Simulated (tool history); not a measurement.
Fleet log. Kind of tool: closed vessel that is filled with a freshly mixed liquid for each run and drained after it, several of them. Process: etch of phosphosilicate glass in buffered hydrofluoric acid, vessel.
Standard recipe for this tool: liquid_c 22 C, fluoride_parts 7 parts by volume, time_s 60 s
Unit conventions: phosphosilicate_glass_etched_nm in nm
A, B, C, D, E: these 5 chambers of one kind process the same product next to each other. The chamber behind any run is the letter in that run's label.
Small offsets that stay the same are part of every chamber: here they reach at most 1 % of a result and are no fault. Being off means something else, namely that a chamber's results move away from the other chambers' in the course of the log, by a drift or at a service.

run   hour  liquid_c  fluoride_parts  time_s  read-back film thickness of the phosphosilicate glass reference wafer, read on the same gauge (nm)  phosphosilicate_glass_etched_nm
       4.2  -- chamber D: thermometer replaced
 1E    5.8        22               7      60                                                                                              59.989                           512.34
 2C   10.8        22               7      60                                                                                              59.994                           527.92
 3B   16.4        22               7      60                                                                                              60.031                           524.77
 4D   22.2        22               7      60                                                                                              60.005                           516.49
 5A   28.4        22             8.5      40                                                                                              60.025                           282.64
 6A   34.4        22             8.5      40                                                                                              60.021                           279.77
 7C   40.5        22             8.5      40                                                                                              59.997                           284.11
 8D   44.2        22             8.5      40                                                                                              60.022                           279.04
 9B   47.9        22             8.5      40                                                                                              60.023                           284.01
10E   51.8        22               7      60                                                                                              59.967                           514.11
11D   55.3        22               7      60                                                                                              59.985                           521.03
12C   62.2        22               7      60                                                                                              59.969                           516.18
13E     69        22               7      60                                                                                              59.977                           519.32
      69.8  -- chamber E: hydrofluoric acid flow meter replaced
14A   74.6        22               7      60                                                                                              60.024                           515.88
15B   78.7        22               7      60                                                                                              60.012                           522.47
16A   83.5        22               7      60                                                                                              59.985                           520.77
17D   90.3        22               8      60                                                                                              60.008                           442.38
18C   95.5        22               8      60                                                                                              60.025                           444.89
19E   99.9        22               8      60                                                                                              60.002                           446.19
20B  103.4        22               8      60                                                                                              59.988                           460.06
21D  107.5        22               8      60                                                                                              60.021                           448.32
22E  112.3        22               7      60                                                                                              60.029                           514.55
23A  118.7        22               7      60                                                                                              60.007                           520.96
24C  125.2        22               7      60                                                                                              59.968                           521.35
25B  132.1        22             8.5      35                                                                                              60.045                           247.81
26C  136.7        22             8.5      35                                                                                              59.984                           249.47
27A  143.3        22             8.5      35                                                                                              59.998                            247.4
28D  148.9        22             8.5      35                                                                                              60.017                           247.04
29E  153.7        22             8.5      35                                                                                              59.993                           245.85
30B  160.3        22               7      60                                                                                              60.009                           529.14
31D  165.3        22               7      60                                                                                                  60                           515.12
32A  171.8        22               7      60                                                                                              59.986                           521.88
33B  176.2        22               7      60                                                                                              60.026                           525.43
34C  183.2        22               7      60                                                                                               60.02                           521.63

All 5 chambers run these settings next. Forecast each chamber's results:
35A  188.3        22               7      70                                                                                                                                    ?
35B  188.3        22               7      70                                                                                                                                    ?
35C  188.3        22               7      70                                                                                                                                    ?
35D  188.3        22               7      70                                                                                                                                    ?
35E  188.3        22               7      70                                                                                                                                    ?

run  phosphosilicate_glass_etched_nm
35A                           600.34
35B                           618.97
35C                           604.48
35D                           600.49
35E                           606.86
